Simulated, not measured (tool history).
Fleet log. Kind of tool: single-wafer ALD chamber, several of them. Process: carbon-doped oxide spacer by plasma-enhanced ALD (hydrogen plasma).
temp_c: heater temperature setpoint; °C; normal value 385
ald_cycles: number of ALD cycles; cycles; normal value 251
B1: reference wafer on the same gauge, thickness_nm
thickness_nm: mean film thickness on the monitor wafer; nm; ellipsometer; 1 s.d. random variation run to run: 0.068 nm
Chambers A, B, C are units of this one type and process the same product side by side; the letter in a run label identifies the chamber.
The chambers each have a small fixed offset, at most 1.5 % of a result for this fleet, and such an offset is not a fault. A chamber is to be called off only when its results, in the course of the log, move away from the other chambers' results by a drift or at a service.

Run 1B, hour 13.5: usual settings; B1 11.506. Result: thickness_nm 12.760 nm.
Run 2A, hour 23.6: usual settings; B1 11.513. Result: thickness_nm 12.575 nm.
Run 3C, hour 38.9: usual settings; B1 11.498. Result: thickness_nm 12.653 nm.
Run 4A, hour 55.1: usual settings; B1 11.494. Result: thickness_nm 12.551 nm.
Run 5B, hour 68.1: usual settings; B1 11.504. Result: thickness_nm 12.719 nm.
Run 6C, hour 79.0: usual settings; B1 11.493. Result: thickness_nm 12.719 nm.
Run 7C, hour 92.4: usual settings; B1 11.495. Result: thickness_nm 12.737 nm.
Run 8B, hour 108.2: usual settings; B1 11.510. Result: thickness_nm 12.714 nm.
Run 9A, hour 119.8: usual settings; B1 11.504. Result: thickness_nm 12.571 nm.
Run 10A, hour 131.0: usual settings; B1 11.500. Result: thickness_nm 12.656 nm.
Run 11B, hour 142.0: usual settings; B1 11.491. Result: thickness_nm 12.705 nm.
At hour 149.7: chamber A: thermocouple changed; heater temperature recalibrated.
Run 12C, hour 153.9: usual settings; B1 11.503. Result: thickness_nm 12.624 nm.
Run 13A, hour 169.9: usual settings; B1 11.492. Result: thickness_nm 12.640 nm.
Run 14B, hour 179.6: usual settings; B1 11.507. Result: thickness_nm 12.793 nm.
Run 15C, hour 186.9: usual settings; B1 11.498. Result: thickness_nm 12.794 nm.
Run 16C, hour 195.4: usual settings; B1 11.495. Result: thickness_nm 12.693 nm.
Run 17B, hour 203.4: usual settings; B1 11.522. Result: thickness_nm 12.620 nm.
Run 18A, hour 217.0: usual settings but temp_c 371 °C, ald_cycles 281 cycles; B1 11.503. Result: thickness_nm 14.142 nm.
Run 19B, hour 232.2: usual settings but temp_c 371 °C, ald_cycles 281 cycles; B1 11.502. Result: thickness_nm 14.180 nm.
Run 20C, hour 239.5: usual settings but temp_c 371 °C, ald_cycles 281 cycles; B1 11.501. Result: thickness_nm 14.206 nm.
Run 21A, hour 250.9: usual settings; B1 11.507. Result: thickness_nm 12.626 nm.

For the next run the whole fleet of 3 chambers uses the same settings. Give each chamber's results:
Run 22A, hour 262.9: usual settings. Result: thickness_nm ?.
Run 22B, hour 262.9: usual settings. Result: thickness_nm ?.
Run 22C, hour 262.9: usual settings. Result: thickness_nm ?.

run  thickness_nm
22A        12.598
22B        12.776
22C        12.744
